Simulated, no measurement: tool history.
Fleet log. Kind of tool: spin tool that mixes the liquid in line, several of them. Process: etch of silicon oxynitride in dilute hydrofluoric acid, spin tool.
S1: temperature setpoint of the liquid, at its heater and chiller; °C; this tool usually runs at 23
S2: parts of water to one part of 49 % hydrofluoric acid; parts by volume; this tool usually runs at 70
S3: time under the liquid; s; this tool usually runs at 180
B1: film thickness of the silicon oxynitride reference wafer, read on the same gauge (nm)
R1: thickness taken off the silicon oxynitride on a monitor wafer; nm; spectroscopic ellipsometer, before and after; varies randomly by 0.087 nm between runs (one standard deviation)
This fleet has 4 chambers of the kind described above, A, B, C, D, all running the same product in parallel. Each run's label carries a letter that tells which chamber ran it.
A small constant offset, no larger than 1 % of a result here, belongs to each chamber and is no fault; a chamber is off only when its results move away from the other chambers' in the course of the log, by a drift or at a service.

{"run": "1B", "hour": 8.3, "S1": 23, "S2": 70, "S3": 180, "B1": 110.04, "R1": 11.263}
{"run": "2A", "hour": 14.1, "S1": 23, "S2": 70, "S3": 180, "B1": 109.99, "R1": 11.443}
{"run": "3D", "hour": 25.5, "S1": 23, "S2": 70, "S3": 180, "B1": 109.97, "R1": 11.444}
{"run": "4C", "hour": 31.7, "S1": 23, "S2": 70, "S3": 180, "B1": 109.96, "R1": 11.439}
{"run": "5C", "hour": 42.3, "S1": 23, "S2": 70, "S3": 180, "B1": 110.03, "R1": 11.135}
{"run": "6B", "hour": 53.0, "S1": 23, "S2": 85, "S3": 145, "B1": 109.99, "R1": 7.3881}
{"run": "7D", "hour": 62.6, "S1": 23, "S2": 85, "S3": 145, "B1": 109.97, "R1": 7.3189}
{"run": "8A", "hour": 74.2, "S1": 23, "S2": 85, "S3": 145, "B1": 109.98, "R1": 7.3655}
{"run": "9C", "hour": 84.6, "S1": 23, "S2": 85, "S3": 145, "B1": 110.02, "R1": 7.3063}
{"run": "10D", "hour": 91.6, "S1": 23, "S2": 70, "S3": 180, "B1": 110.03, "R1": 11.269}
{"run": "11A", "hour": 102.9, "S1": 23, "S2": 80, "S3": 260, "B1": 110.02, "R1": 14.228}
{"run": "12B", "hour": 114.1, "S1": 23, "S2": 80, "S3": 260, "B1": 109.98, "R1": 14.028}
{"run": "13A", "hour": 124.6, "S1": 23, "S2": 80, "S3": 260, "B1": 110, "R1": 14.211}
{"run": "14B", "hour": 135.1, "S1": 23, "S2": 80, "S3": 260, "B1": 109.96, "R1": 13.926}
{"run": "15C", "hour": 144.5, "S1": 23, "S2": 70, "S3": 180, "B1": 109.99, "R1": 11.138}
{"hour": 147.3, "done": "chamber B: hydrofluoric acid flow meter replaced"}
{"run": "16D", "hour": 154.8, "S1": 21, "S2": 70, "S3": 180, "B1": 109.98, "R1": 10.14}
{"run": "17B", "hour": 165.8, "S1": 21, "S2": 70, "S3": 180, "B1": 109.97, "R1": 10.237}
{"run": "18A", "hour": 171.4, "S1": 21, "S2": 70, "S3": 180, "B1": 109.97, "R1": 10.215}
{"run": "19C", "hour": 177.1, "S1": 21, "S2": 70, "S3": 180, "B1": 109.97, "R1": 10.034}
{"run": "20D", "hour": 187.2, "S1": 23, "S2": 100, "S3": 180, "B1": 109.99, "R1": 7.5906}
{"run": "21B", "hour": 195.2, "S1": 23, "S2": 100, "S3": 180, "B1": 109.98, "R1": 7.6491}
{"run": "22C", "hour": 206.1, "S1": 23, "S2": 100, "S3": 180, "B1": 110.02, "R1": 7.5456}
{"run": "23A", "hour": 211.6, "S1": 23, "S2": 100, "S3": 180, "B1": 110, "R1": 7.7388}
{"run": "24D", "hour": 217.9, "S1": 23, "S2": 80, "S3": 285, "B1": 110.01, "R1": 15.204}
{"run": "25D", "hour": 227.4, "S1": 23, "S2": 80, "S3": 285, "B1": 109.98, "R1": 15.101}
{"run": "26C", "hour": 234.9, "S1": 23, "S2": 80, "S3": 285, "B1": 110.01, "R1": 15.323}
{"run": "27B", "hour": 246.5, "S1": 23, "S2": 80, "S3": 285, "B1": 109.99, "R1": 15.564}
{"run": "28A", "hour": 254.6, "S1": 23, "S2": 70, "S3": 180, "B1": 110.04, "R1": 11.497}
{"run": "29A", "hour": 262.1, "S1": 23, "S2": 70, "S3": 180, "B1": 109.99, "R1": 11.326}
{"run": "30C", "hour": 273.7, "S1": 23, "S2": 70, "S3": 180, "B1": 110.06, "R1": 11.295}
{"run": "31B", "hour": 279.2, "S1": 23, "S2": 70, "S3": 180, "B1": 110, "R1": 11.216}
{"run": "32D", "hour": 289.2, "S1": 23, "S2": 70, "S3": 180, "B1": 109.95, "R1": 10.788}
{"run": "33D", "hour": 294.8, "S1": 23, "S2": 70, "S3": 180, "B1": 110, "R1": 10.963}
{"run": "34B", "hour": 303.5, "S1": 23, "S2": 70, "S3": 180, "B1": 110, "R1": 11.428}

Read the log: is a single chamber off, either drifting away or since a service, is the gauge that measures every chamber drifting, or is nothing wrong beyond small per-chamber offsets? Name any odd chamber and what most likely caused it.

Little by little, chamber D moves away from the other chambers.
Likeliest cause: liquid colder than its thermometer reads (K) = 1.11.
It could be hard to tell apart here from: hydrofluoric acid flow below the setpoint (%).

Which of the 4 candidates below, each the usual settings with something changed and its results left as question marks, puts chamber D back in line with what the other chambers give on the usual settings?
In line means no further than this from the other chambers' mean on the usual settings: R1 0.3 nm
{"run": "35D-1", "hour": 312.4, "S1": 23.5, "S2": 65, "S3": 180, "R1": "?"}
{"run": "35D-2", "hour": 312.4, "S1": 23, "S2": 70, "S3": 190, "R1": "?"}
{"run": "35D-3", "hour": 312.4, "S1": 22.5, "S2": 75, "S3": 180, "R1": "?"}
{"run": "35D-4", "hour": 312.4, "S1": 22, "S2": 70, "S3": 180, "R1": "?"}

Mean of the other chambers on the usual settings: R1 11.284 nm
run=35D-1 R1=11.878
run=35D-2 R1=11.329
run=35D-3 R1=9.747
run=35D-4 R1=10.223
With 35D-2, the chamber falls back in line with the rest.

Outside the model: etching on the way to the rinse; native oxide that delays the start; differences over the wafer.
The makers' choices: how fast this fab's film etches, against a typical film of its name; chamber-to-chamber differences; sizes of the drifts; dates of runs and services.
